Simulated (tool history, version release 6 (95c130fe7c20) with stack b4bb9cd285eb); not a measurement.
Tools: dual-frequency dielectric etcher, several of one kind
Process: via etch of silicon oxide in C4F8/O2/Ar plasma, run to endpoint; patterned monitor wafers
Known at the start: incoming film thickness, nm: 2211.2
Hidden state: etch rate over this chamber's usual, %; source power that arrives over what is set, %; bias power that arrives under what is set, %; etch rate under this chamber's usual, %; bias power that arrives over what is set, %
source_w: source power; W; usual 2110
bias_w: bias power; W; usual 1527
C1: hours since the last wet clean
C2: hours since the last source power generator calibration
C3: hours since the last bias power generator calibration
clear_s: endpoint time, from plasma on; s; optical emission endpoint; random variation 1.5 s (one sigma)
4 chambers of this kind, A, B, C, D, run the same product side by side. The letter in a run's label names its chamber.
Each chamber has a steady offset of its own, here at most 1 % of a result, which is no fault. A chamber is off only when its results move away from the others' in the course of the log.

Run 1C, hour 13: usual settings; C1 28; C2 3204.1; C3 42.8. Result: clear_s 457.45 s.
Run 2B, hour 24.5: usual settings; C1 350.5; C2 544.9; C3 1076.6. Result: clear_s 458.35 s.
Run 3A, hour 33.3: usual settings; C1 231.2; C2 2176.3; C3 2672.7. Result: clear_s 460.35 s.
Run 4D, hour 46.3: usual settings; C1 260; C2 984.6; C3 566.6. Result: clear_s 464.02 s.
Run 5D, hour 58.9: usual settings but source_w 2480 W, bias_w 1202 W; C1 272.6; C2 997.2; C3 579.2. Result: clear_s 459.19 s.
Run 6B, hour 70.1: usual settings but source_w 2480 W, bias_w 1202 W; C1 396.1; C2 590.5; C3 1122.2. Result: clear_s 454.89 s.
Run 7A, hour 83.4: usual settings but source_w 2480 W, bias_w 1202 W; C1 281.3; C2 2226.4; C3 2722.8. Result: clear_s 458.34 s.
Run 8C, hour 94.3: usual settings but source_w 2480 W, bias_w 1202 W; C1 109.3; C2 3285.4; C3 124.1. Result: clear_s 455.08 s.
Run 9B, hour 100.3: usual settings; C1 426.3; C2 620.7; C3 1152.4. Result: clear_s 454.14 s.
At hour 109.7: chamber B: wet clean of the chamber.
Run 10D, hour 113.6: usual settings; C1 327.3; C2 1051.9; C3 633.9. Result: clear_s 460.38 s.
Run 11A, hour 123.9: usual settings; C1 321.8; C2 2266.9; C3 2763.3. Result: clear_s 458.83 s.
Run 12C, hour 134.4: usual settings but source_w 1740 W, bias_w 1689 W; C1 149.4; C2 3325.5; C3 164.2. Result: clear_s 480.57 s.
Run 13C, hour 145.9: usual settings but source_w 1740 W, bias_w 1689 W; C1 160.9; C2 3337; C3 175.7. Result: clear_s 480.58 s.
Run 14A, hour 155.6: usual settings but source_w 1740 W, bias_w 1689 W; C1 353.5; C2 2298.6; C3 2795. Result: clear_s 483.36 s.
Run 15B, hour 165: usual settings but source_w 1740 W, bias_w 1689 W; C1 55.3; C2 685.4; C3 1217.1. Result: clear_s 479.3 s.
Run 16D, hour 174.5: usual settings; C1 388.2; C2 1112.8; C3 694.8. Result: clear_s 462.6 s.
Run 17D, hour 181.9: usual settings; C1 395.6; C2 1120.2; C3 702.2. Result: clear_s 466.17 s.
Run 18C, hour 190.7: usual settings; C1 205.7; C2 3381.8; C3 220.5. Result: clear_s 456.17 s.
Run 19B, hour 202.9: usual settings; C1 93.2; C2 723.3; C3 1255. Result: clear_s 457.22 s.
Run 20A, hour 215.1: usual settings; C1 413; C2 2358.1; C3 2854.5. Result: clear_s 462.36 s.
At hour 215.3: chamber D: wet clean of the chamber.
Run 21A, hour 228.6: usual settings; C1 426.5; C2 2371.6; C3 2868. Result: clear_s 464.01 s.
Run 22C, hour 239.5: usual settings; C1 254.5; C2 3430.6; C3 269.3. Result: clear_s 458.22 s.
Run 23D, hour 246.4: usual settings; C1 31.2; C2 1184.7; C3 766.7. Result: clear_s 461.8 s.
At hour 253.8: chamber A: wet clean of the chamber.
Run 24B, hour 259: usual settings; C1 149.3; C2 779.4; C3 1311.1. Result: clear_s 458.36 s.
Run 25A, hour 267.4: usual settings; C1 13.6; C2 2410.4; C3 2906.8. Result: clear_s 459.33 s.
Run 26D, hour 277: usual settings; C1 61.8; C2 1215.3; C3 797.3. Result: clear_s 461.56 s.
Run 27B, hour 290.9: usual settings; C1 181.2; C2 811.3; C3 1343. Result: clear_s 454.78 s.
Run 28C, hour 297.6: usual settings; C1 312.6; C2 3488.7; C3 327.4. Result: clear_s 459.13 s.
Run 29D, hour 304: usual settings but bias_w 1387 W; C1 88.8; C2 1242.3; C3 824.3. Result: clear_s 476.72 s.

All 4 chambers run these settings next. Forecast each chamber's results:
Run 30A, hour 313.9: usual settings but source_w 2530 W. Result: clear_s ?.
Run 30B, hour 313.9: usual settings but source_w 2530 W. Result: clear_s ?.
Run 30C, hour 313.9: usual settings but source_w 2530 W. Result: clear_s ?.
Run 30D, hour 313.9: usual settings but source_w 2530 W. Result: clear_s ?.

run  clear_s
30A   429.71
30B   422.88
30C   423.72
30D   430.45

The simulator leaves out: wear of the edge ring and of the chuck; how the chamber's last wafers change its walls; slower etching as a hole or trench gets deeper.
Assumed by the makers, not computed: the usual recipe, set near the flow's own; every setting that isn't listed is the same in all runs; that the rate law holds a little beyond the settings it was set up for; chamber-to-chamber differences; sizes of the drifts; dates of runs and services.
